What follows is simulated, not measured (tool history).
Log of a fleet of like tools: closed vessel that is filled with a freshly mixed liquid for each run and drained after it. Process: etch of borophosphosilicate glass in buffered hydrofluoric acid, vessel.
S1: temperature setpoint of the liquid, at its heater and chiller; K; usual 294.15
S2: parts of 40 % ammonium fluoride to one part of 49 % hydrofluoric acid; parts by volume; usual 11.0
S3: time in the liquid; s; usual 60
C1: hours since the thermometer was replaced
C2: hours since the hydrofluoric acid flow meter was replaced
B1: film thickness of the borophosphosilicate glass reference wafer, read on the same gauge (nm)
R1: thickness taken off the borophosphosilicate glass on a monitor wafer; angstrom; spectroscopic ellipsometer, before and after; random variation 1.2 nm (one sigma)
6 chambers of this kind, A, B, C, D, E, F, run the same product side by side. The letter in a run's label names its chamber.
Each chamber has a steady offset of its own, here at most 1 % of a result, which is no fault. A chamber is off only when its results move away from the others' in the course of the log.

Run 1D, day 0.567: usual settings; C1 573.9; C2 1225.0; B1 79.986. Result: R1 1323.10 angstrom.
Run 2A, day 1.079: usual settings; C1 1087.6; C2 1525.8; B1 79.989. Result: R1 1308.50 angstrom.
Run 3C, day 1.554: usual settings; C1 1939.7; C2 516.0; B1 80.013. Result: R1 1304.00 angstrom.
Run 4E, day 2.171: usual settings; C1 975.2; C2 2405.4; B1 79.992. Result: R1 1306.50 angstrom.
Run 5B, day 2.758: usual settings; C1 654.4; C2 660.9; B1 80.007. Result: R1 1291.50 angstrom.
Run 6F, day 3.179: usual settings but S1 295.65 K; C1 460.0; C2 982.0; B1 79.991. Result: R1 1407.30 angstrom.
Run 7A, day 3.517: usual settings but S1 295.65 K; C1 1146.1; C2 1584.3; B1 80.008. Result: R1 1416.00 angstrom.
Run 8C, day 3.842: usual settings but S1 295.65 K; C1 1994.6; C2 570.9; B1 79.989. Result: R1 1424.60 angstrom.
Run 9E, day 4.229: usual settings but S1 295.65 K; C1 1024.6; C2 2454.8; B1 80.006. Result: R1 1418.20 angstrom.
Run 10D, day 4.600: usual settings but S1 295.65 K; C1 670.7; C2 1321.8; B1 80.023. Result: R1 1395.80 angstrom.
Run 11F, day 5.004: usual settings but S1 295.65 K; C1 503.8; C2 1025.8; B1 80.044. Result: R1 1430.00 angstrom.
Run 12B, day 5.538: usual settings but S1 291.15 K; C1 721.1; C2 727.6; B1 79.984. Result: R1 1099.60 angstrom.
Run 13C, day 6.104: usual settings but S1 291.15 K; C1 2048.9; C2 625.2; B1 80.021. Result: R1 1107.70 angstrom.
Run 14D, day 6.642: usual settings but S1 291.15 K; C1 719.7; C2 1370.8; B1 80.016. Result: R1 1108.70 angstrom.
At day 6.817: chamber C: thermometer replaced.
Run 15F, day 7.125: usual settings but S1 291.15 K; C1 554.7; C2 1076.7; B1 80.003. Result: R1 1110.80 angstrom.
At day 7.258: chamber E: hydrofluoric acid flow meter replaced.
Run 16E, day 7.454: usual settings but S1 291.15 K; C1 1102.0; C2 4.8; B1 80.042. Result: R1 1095.80 angstrom.
Run 17B, day 7.850: usual settings but S1 291.15 K; C1 776.6; C2 783.1; B1 79.996. Result: R1 1088.20 angstrom.
Run 18A, day 8.358: usual settings but S1 296.65 K, S2 15.0 parts by volume; C1 1262.3; C2 1700.5; B1 79.981. Result: R1 1127.50 angstrom.
Run 19C, day 8.862: usual settings but S1 296.65 K, S2 15.0 parts by volume; C1 49.1; C2 691.4; B1 79.993. Result: R1 1096.70 angstrom.
Run 20B, day 9.504: usual settings but S1 296.65 K, S2 15.0 parts by volume; C1 816.3; C2 822.8; B1 79.966. Result: R1 1101.50 angstrom.
Run 21F, day 9.946: usual settings but S1 296.65 K, S2 15.0 parts by volume; C1 622.4; C2 1144.4; B1 80.026. Result: R1 1115.20 angstrom.
At day 10.033: chamber B: thermometer replaced.
Run 22D, day 10.546: usual settings but S1 296.65 K, S2 15.0 parts by volume; C1 813.4; C2 1464.5; B1 80.027. Result: R1 1136.50 angstrom.
Run 23A, day 11.029: usual settings but S1 296.65 K, S2 15.0 parts by volume; C1 1326.4; C2 1764.6; B1 80.029. Result: R1 1103.70 angstrom.
Run 24E, day 11.492: usual settings but S1 291.15 K; C1 1198.9; C2 101.7; B1 80.003. Result: R1 1085.60 angstrom.
Run 25A, day 12.083: usual settings but S1 291.15 K; C1 1351.7; C2 1789.9; B1 80.017. Result: R1 1110.80 angstrom.
Run 26D, day 12.654: usual settings but S1 291.15 K; C1 864.0; C2 1515.1; B1 79.998. Result: R1 1145.60 angstrom.
Run 27C, day 13.154: usual settings but S1 291.15 K; C1 152.1; C2 794.4; B1 80.021. Result: R1 1093.10 angstrom.
Run 28F, day 13.733: usual settings but S1 291.15 K; C1 713.3; C2 1235.3; B1 80.025. Result: R1 1088.90 angstrom.
Run 29E, day 14.300: usual settings but S1 291.15 K; C1 1266.3; C2 169.1; B1 80.010. Result: R1 1085.60 angstrom.
Run 30B, day 14.738: usual settings; C1 112.9; C2 948.4; B1 79.984. Result: R1 1311.20 angstrom.
Run 31A, day 15.188: usual settings; C1 1426.2; C2 1864.4; B1 79.983. Result: R1 1308.80 angstrom.
Run 32D, day 15.475: usual settings; C1 931.7; C2 1582.8; B1 79.977. Result: R1 1355.70 angstrom.
Run 33C, day 15.758: usual settings but S1 297.65 K; C1 214.6; C2 856.9; B1 80.027. Result: R1 1557.40 angstrom.
Run 34E, day 16.400: usual settings but S1 297.65 K; C1 1316.7; C2 219.5; B1 79.993. Result: R1 1552.20 angstrom.
Run 35F, day 17.029: usual settings but S1 297.65 K; C1 792.4; C2 1314.4; B1 79.992. Result: R1 1577.70 angstrom.
Run 36B, day 17.496: usual settings but S1 297.65 K; C1 179.1; C2 1014.6; B1 79.997. Result: R1 1564.00 angstrom.
Run 37F, day 17.967: usual settings but S1 297.65 K; C1 814.9; C2 1336.9; B1 79.988. Result: R1 1570.90 angstrom.
Run 38B, day 18.400: usual settings but S1 297.65 K; C1 200.8; C2 1036.3; B1 80.014. Result: R1 1572.50 angstrom.
Run 39D, day 18.900: usual settings; C1 1013.9; C2 1665.0; B1 80.040. Result: R1 1409.40 angstrom.
Run 40A, day 19.471: usual settings but S2 13.5 parts by volume, S3 30 s; C1 1529.0; C2 1967.2; B1 80.008. Result: R1 541.58 angstrom.
At day 19.617: chamber C: hydrofluoric acid flow meter replaced.
Run 41C, day 19.912: usual settings but S2 13.5 parts by volume, S3 30 s; C1 314.3; C2 7.1; B1 79.963. Result: R1 530.83 angstrom.
Run 42E, day 20.479: usual settings but S2 13.5 parts by volume, S3 30 s; C1 1414.6; C2 317.4; B1 79.993. Result: R1 524.27 angstrom.
Run 43D, day 20.975: usual settings but S2 13.5 parts by volume, S3 30 s; C1 1063.7; C2 1714.8; B1 79.984. Result: R1 584.12 angstrom.

All 6 chambers run these settings next. Forecast each chamber's results:
Run 44A, day 21.442: usual settings. Result: R1 ?.
Run 44B, day 21.442: usual settings. Result: R1 ?.
Run 44C, day 21.442: usual settings. Result: R1 ?.
Run 44D, day 21.442: usual settings. Result: R1 ?.
Run 44E, day 21.442: usual settings. Result: R1 ?.
Run 44F, day 21.442: usual settings. Result: R1 ?.

run       R1
44A  1319.80
44B  1297.00
44C  1324.40
44D  1441.30
44E  1306.90
44F  1315.30

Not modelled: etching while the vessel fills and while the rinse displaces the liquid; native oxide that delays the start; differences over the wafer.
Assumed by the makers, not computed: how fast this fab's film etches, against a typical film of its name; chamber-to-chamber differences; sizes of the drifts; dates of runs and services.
